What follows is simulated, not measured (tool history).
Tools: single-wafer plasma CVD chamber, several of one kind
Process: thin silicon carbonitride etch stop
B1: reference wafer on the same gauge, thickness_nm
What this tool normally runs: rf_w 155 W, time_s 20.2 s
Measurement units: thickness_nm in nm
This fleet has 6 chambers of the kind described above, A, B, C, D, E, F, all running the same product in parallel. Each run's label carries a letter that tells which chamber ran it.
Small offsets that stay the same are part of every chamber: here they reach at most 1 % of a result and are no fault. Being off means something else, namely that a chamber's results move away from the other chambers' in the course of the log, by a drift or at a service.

run 1D hour=3.4 | rf_w=155 time_s=20.2 | B1=11.302 | thickness_nm=10.5700
run 2E hour=9.0 | rf_w=155 time_s=20.2 | B1=11.305 | thickness_nm=10.5730
run 3A hour=14.8 | rf_w=155 time_s=20.2 | B1=11.302 | thickness_nm=10.6250
run 4C hour=17.7 | rf_w=155 time_s=20.2 | B1=11.306 | thickness_nm=10.5780
run 5F hour=22.5 | rf_w=155 time_s=20.2 | B1=11.311 | thickness_nm=10.5760
run 6B hour=25.2 | rf_w=155 time_s=20.2 | B1=11.312 | thickness_nm=10.7590
run 7F hour=30.0 | rf_w=155 time_s=20.2 | B1=11.308 | thickness_nm=10.5620
run 8B hour=33.8 | rf_w=155 time_s=20.2 | B1=11.312 | thickness_nm=10.7490
run 9C hour=37.9 | rf_w=155 time_s=20.2 | B1=11.312 | thickness_nm=10.6020
run 10E hour=43.1 | rf_w=155 time_s=20.2 | B1=11.311 | thickness_nm=10.6200
-- hour=44.9 chamber D: thermocouple changed; heater temperature recalibrated
run 11D hour=46.9 | rf_w=155 time_s=20.2 | B1=11.314 | thickness_nm=10.5950
run 12A hour=51.7 | rf_w=155 time_s=20.2 | B1=11.317 | thickness_nm=10.6110
run 13F hour=56.7 | rf_w=125 time_s=23.3 | B1=11.318 | thickness_nm=11.4480
run 14C hour=62.1 | rf_w=125 time_s=23.3 | B1=11.318 | thickness_nm=11.4770
run 15E hour=65.2 | rf_w=125 time_s=23.3 | B1=11.321 | thickness_nm=11.4830
run 16D hour=67.8 | rf_w=125 time_s=23.3 | B1=11.321 | thickness_nm=11.4580
run 17B hour=71.1 | rf_w=125 time_s=23.3 | B1=11.323 | thickness_nm=11.6240
run 18A hour=74.4 | rf_w=125 time_s=23.3 | B1=11.324 | thickness_nm=11.4950
run 19D hour=78.8 | rf_w=155 time_s=20.2 | B1=11.326 | thickness_nm=10.6050
run 20E hour=83.7 | rf_w=155 time_s=20.2 | B1=11.326 | thickness_nm=10.6210
run 21B hour=86.8 | rf_w=155 time_s=20.2 | B1=11.325 | thickness_nm=10.7700
run 22C hour=91.1 | rf_w=155 time_s=20.2 | B1=11.327 | thickness_nm=10.6000
run 23A hour=96.9 | rf_w=140 time_s=21.6 | B1=11.335 | thickness_nm=11.0030
run 24F hour=100.9 | rf_w=140 time_s=21.6 | B1=11.334 | thickness_nm=10.9780
run 25D hour=106.3 | rf_w=140 time_s=21.6 | B1=11.338 | thickness_nm=11.0000
run 26A hour=111.1 | rf_w=140 time_s=21.6 | B1=11.336 | thickness_nm=11.0640
run 27B hour=116.7 | rf_w=140 time_s=21.6 | B1=11.339 | thickness_nm=11.1760
run 28C hour=120.6 | rf_w=140 time_s=21.6 | B1=11.338 | thickness_nm=11.0050
run 29E hour=124.0 | rf_w=155 time_s=20.2 | B1=11.341 | thickness_nm=10.6110
run 30F hour=128.5 | rf_w=155 time_s=20.2 | B1=11.342 | thickness_nm=10.6040
run 31B hour=131.9 | rf_w=155 time_s=20.2 | B1=11.342 | thickness_nm=10.7710
run 32C hour=134.8 | rf_w=155 time_s=20.2 | B1=11.343 | thickness_nm=10.6130
run 33F hour=139.6 | rf_w=185 time_s=17.2 | B1=11.344 | thickness_nm=9.5178
run 34E hour=143.0 | rf_w=185 time_s=17.2 | B1=11.348 | thickness_nm=9.5306
run 35D hour=148.7 | rf_w=185 time_s=17.2 | B1=11.349 | thickness_nm=9.5551
run 36A hour=154.6 | rf_w=185 time_s=17.2 | B1=11.351 | thickness_nm=9.5803
run 37E hour=157.6 | rf_w=185 time_s=17.2 | B1=11.353 | thickness_nm=9.5512
run 38A hour=160.4 | rf_w=185 time_s=17.2 | B1=11.352 | thickness_nm=9.5891
run 39B hour=164.0 | rf_w=155 time_s=20.2 | B1=11.350 | thickness_nm=10.7760

Read the log: is a single chamber off, either drifting away or since a service, is the gauge that measures every chamber drifting, or is nothing wrong beyond small per-chamber offsets? Name any odd chamber and what most likely caused it.

The gauge drifts, so all chambers seem to drift together. No chamber is off.
Most likely cause: gauge reads high (%) = 0.481.
